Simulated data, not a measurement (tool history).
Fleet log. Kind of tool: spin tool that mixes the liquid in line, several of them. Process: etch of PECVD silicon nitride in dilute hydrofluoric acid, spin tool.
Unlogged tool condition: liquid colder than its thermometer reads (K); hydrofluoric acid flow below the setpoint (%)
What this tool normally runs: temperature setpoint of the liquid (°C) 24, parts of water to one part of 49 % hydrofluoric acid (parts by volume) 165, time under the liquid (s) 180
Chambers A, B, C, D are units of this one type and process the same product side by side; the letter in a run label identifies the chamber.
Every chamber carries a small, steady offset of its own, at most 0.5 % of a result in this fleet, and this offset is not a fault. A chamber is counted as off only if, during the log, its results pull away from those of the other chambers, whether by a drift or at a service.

run,hour,temperature setpoint of the liquid (°C),parts of water to one part of 49 % hydrofluoric acid (parts by volume),time under the liquid (s),hours since the thermometer was replaced,hours since the hydrofluoric acid flow meter was replaced,"read-back film thickness of the PECVD silicon nitride reference wafer, read on the same gauge (nm)",thickness taken off the PECVD silicon nitride on a monitor wafer (nm)
1D,6.7,24,165,180,748.9,375.3,99.999,3.9313
2A,12,24,165,180,1108.2,46.3,99.978,3.9095
3C,18,24,165,180,818.6,728.4,100.01,3.9663
4B,25.5,24,165,180,1054.6,896.5,99.956,3.9972
5A,32.8,24,165,180,1129,67.1,100.02,3.9378
6D,36.7,24,165,180,778.9,405.3,100.01,3.8941
7C,42.7,24,165,180,843.3,753.1,100.02,3.9734
8B,49.8,24,165,180,1078.9,920.8,100.01,3.9951
9A,57.2,20.5,165,240,1153.4,91.5,100.01,4.1716
10B,64.4,20.5,165,240,1093.5,935.4,99.97,4.2217
11D,72.4,20.5,165,240,814.6,441,100.01,4.2217
12C,77.4,20.5,165,240,878,787.8,99.996,4.1871
13A,85.9,24,165,180,1182.1,120.2,99.996,3.9838
# hour 89.6: chamber D: hydrofluoric acid flow meter replaced
14C,92.5,24,165,180,893.1,802.9,99.982,3.9496
15B,98.2,24,165,180,1127.3,969.2,100.01,3.9211
16D,105.5,24,165,180,847.7,15.9,99.999,3.9639
17C,112.4,24,165,180,913,822.8,99.976,3.9765
18A,116.4,24,165,180,1212.6,150.7,100,3.9906
19B,121.7,24,165,180,1150.8,992.7,99.955,3.952
20D,127.1,24,165,180,869.3,37.5,99.956,3.9223
21D,132.8,24,165,180,875,43.2,99.983,3.9829
22C,137,24,165,180,937.6,847.4,99.99,3.9814
23A,140.9,24,165,180,1237.1,175.2,99.967,3.9198
24B,146.7,24,165,180,1175.8,1017.7,99.982,3.8978
25C,153,24,165,180,953.6,863.4,100.03,4.0277
26A,159,24,165,180,1255.2,193.3,99.963,3.9249
27D,162.7,24,165,180,904.9,73.1,99.992,3.8992
28B,170.8,24,165,180,1199.9,1041.8,100.02,3.7866
29C,175.4,24,165,180,976,885.8,99.982,3.9319
30B,180.2,24,165,180,1209.3,1051.2,100.04,3.7552
31D,186,24,165,180,928.2,96.4,99.989,3.9387
32A,193.4,24,165,230,1289.6,227.7,99.939,5.0926
33D,200.5,24,165,230,942.7,110.9,99.996,5.0583
34B,205.9,24,165,230,1235,1076.9,100.01,4.7121
35C,210,24,165,230,1010.6,920.4,99.993,5.0606
36A,215.4,24,165,180,1311.6,249.7,99.978,3.9062
37B,223.1,24,165,180,1252.2,1094.1,100.03,3.6654
38D,230.5,24,165,180,972.7,140.9,100,3.9637
39A,238.5,24,165,180,1334.7,272.8,100,3.8965

Does one chamber stand apart from the rest, does the shared gauge drift, or is all well apart from small per-chamber offsets? Give the chamber and the most likely cause, where there is one.

Little by little, chamber B moves away from the other chambers.
What lies behind it: hydrofluoric acid flow below the setpoint (%) = 9.11.
Not necessarily distinguishable in this log from: liquid colder than its thermometer reads (K).

Which of the 4 candidates below, each the usual settings with something changed and its results left as question marks, puts chamber B back in line with what the other chambers give on the usual settings?
To be in line, a result may differ from the other chambers' mean on the usual settings by at most: thickness taken off the PECVD silicon nitride on a monitor wafer (nm) 0.091
40B-1,244.5,24,165,185,,,,?
40B-2,244.5,24,165,165,,,,?
40B-3,244.5,24,165,175,,,,?
40B-4,244.5,24,150,180,,,,?

Average result of the remaining chambers running the usual settings: thickness taken off the PECVD silicon nitride on a monitor wafer (nm) 3.9511
run,thickness taken off the PECVD silicon nitride on a monitor wafer (nm)
40B-1,3.7046
40B-2,3.3041
40B-3,3.5044
40B-4,3.9644
With 40B-4, the chamber falls back in line with the rest.
